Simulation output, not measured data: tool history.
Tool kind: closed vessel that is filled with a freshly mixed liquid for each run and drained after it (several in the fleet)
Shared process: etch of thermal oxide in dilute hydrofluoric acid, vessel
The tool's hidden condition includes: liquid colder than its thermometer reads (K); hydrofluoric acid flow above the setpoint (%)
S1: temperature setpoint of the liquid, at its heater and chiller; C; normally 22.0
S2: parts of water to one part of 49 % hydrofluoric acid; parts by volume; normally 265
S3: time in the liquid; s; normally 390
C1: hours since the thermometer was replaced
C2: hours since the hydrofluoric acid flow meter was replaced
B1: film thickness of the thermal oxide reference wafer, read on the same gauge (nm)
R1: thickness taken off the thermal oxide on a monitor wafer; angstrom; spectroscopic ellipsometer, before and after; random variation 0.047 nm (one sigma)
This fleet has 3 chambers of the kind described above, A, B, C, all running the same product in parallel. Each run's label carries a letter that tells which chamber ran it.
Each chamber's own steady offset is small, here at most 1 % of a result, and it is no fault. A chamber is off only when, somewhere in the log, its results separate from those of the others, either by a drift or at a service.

Run 1A, hour 5.6: usual settings; C1 452.1; C2 184.3; B1 39.990. Result: R1 54.277 angstrom.
Run 2C, hour 10.3: usual settings; C1 1049.1; C2 182.7; B1 39.996. Result: R1 53.407 angstrom.
Run 3B, hour 15.2: usual settings; C1 2075.4; C2 165.7; B1 39.981. Result: R1 53.033 angstrom.
Run 4B, hour 21.1: usual settings; C1 2081.3; C2 171.6; B1 40.000. Result: R1 52.552 angstrom.
Run 5A, hour 30.6: usual settings; C1 477.1; C2 209.3; B1 40.009. Result: R1 53.153 angstrom.
Run 6C, hour 36.2: usual settings but S1 18.0 C; C1 1075.0; C2 208.6; B1 39.988. Result: R1 46.381 angstrom.
Run 7C, hour 43.7: usual settings but S1 18.0 C; C1 1082.5; C2 216.1; B1 40.011. Result: R1 46.015 angstrom.
Run 8A, hour 48.5: usual settings but S1 18.0 C; C1 495.0; C2 227.2; B1 40.009. Result: R1 46.924 angstrom.
Run 9B, hour 55.4: usual settings; C1 2115.6; C2 205.9; B1 40.008. Result: R1 53.192 angstrom.
Run 10C, hour 64.4: usual settings; C1 1103.2; C2 236.8; B1 39.985. Result: R1 53.399 angstrom.
Run 11B, hour 70.0: usual settings; C1 2130.2; C2 220.5; B1 40.005. Result: R1 52.894 angstrom.
Run 12A, hour 77.1: usual settings; C1 523.6; C2 255.8; B1 39.986. Result: R1 54.392 angstrom.
Run 13B, hour 84.1: usual settings; C1 2144.3; C2 234.6; B1 40.001. Result: R1 52.748 angstrom.
Run 14C, hour 93.0: usual settings; C1 1131.8; C2 265.4; B1 40.018. Result: R1 52.683 angstrom.
Run 15A, hour 99.7: usual settings; C1 546.2; C2 278.4; B1 40.001. Result: R1 53.870 angstrom.
Run 16A, hour 106.2: usual settings; C1 552.7; C2 284.9; B1 39.991. Result: R1 54.445 angstrom.
Run 17C, hour 113.4: usual settings; C1 1152.2; C2 285.8; B1 40.009. Result: R1 53.319 angstrom.
Run 18B, hour 121.3: usual settings; C1 2181.5; C2 271.8; B1 40.016. Result: R1 53.349 angstrom.
Run 19B, hour 127.6: usual settings but S1 17.5 C, S3 495 s; C1 2187.8; C2 278.1; B1 39.983. Result: R1 56.945 angstrom.
Run 20C, hour 136.7: usual settings but S1 17.5 C, S3 495 s; C1 1175.5; C2 309.1; B1 39.999. Result: R1 58.003 angstrom.
Run 21A, hour 141.0: usual settings but S1 17.5 C, S3 495 s; C1 587.5; C2 319.7; B1 39.997. Result: R1 57.431 angstrom.
Run 22C, hour 145.3: usual settings; C1 1184.1; C2 317.7; B1 39.995. Result: R1 53.745 angstrom.
Run 23A, hour 153.1: usual settings; C1 599.6; C2 331.8; B1 40.003. Result: R1 53.359 angstrom.
Run 24B, hour 158.8: usual settings; C1 2219.0; C2 309.3; B1 39.995. Result: R1 53.908 angstrom.
Run 25C, hour 163.1: usual settings; C1 1201.9; C2 335.5; B1 40.023. Result: R1 53.354 angstrom.
Run 26B, hour 172.1: usual settings; C1 2232.3; C2 322.6; B1 40.009. Result: R1 54.299 angstrom.
Run 27A, hour 180.4: usual settings; C1 626.9; C2 359.1; B1 40.015. Result: R1 54.547 angstrom.
Run 28C, hour 186.3: usual settings but S3 495 s; C1 1225.1; C2 358.7; B1 40.009. Result: R1 68.191 angstrom.
Run 29A, hour 194.5: usual settings but S3 495 s; C1 641.0; C2 373.2; B1 40.010. Result: R1 68.070 angstrom.
Run 30B, hour 199.4: usual settings but S3 495 s; C1 2259.6; C2 349.9; B1 40.025. Result: R1 66.508 angstrom.

The same settings go to every chamber for the next run, one line per chamber below. Forecast the results for each:
Run 31A, hour 206.3: usual settings. Result: R1 ?.
Run 31B, hour 206.3: usual settings. Result: R1 ?.
Run 31C, hour 206.3: usual settings. Result: R1 ?.

run      R1
31A  53.923
31B  52.512
31C  52.917

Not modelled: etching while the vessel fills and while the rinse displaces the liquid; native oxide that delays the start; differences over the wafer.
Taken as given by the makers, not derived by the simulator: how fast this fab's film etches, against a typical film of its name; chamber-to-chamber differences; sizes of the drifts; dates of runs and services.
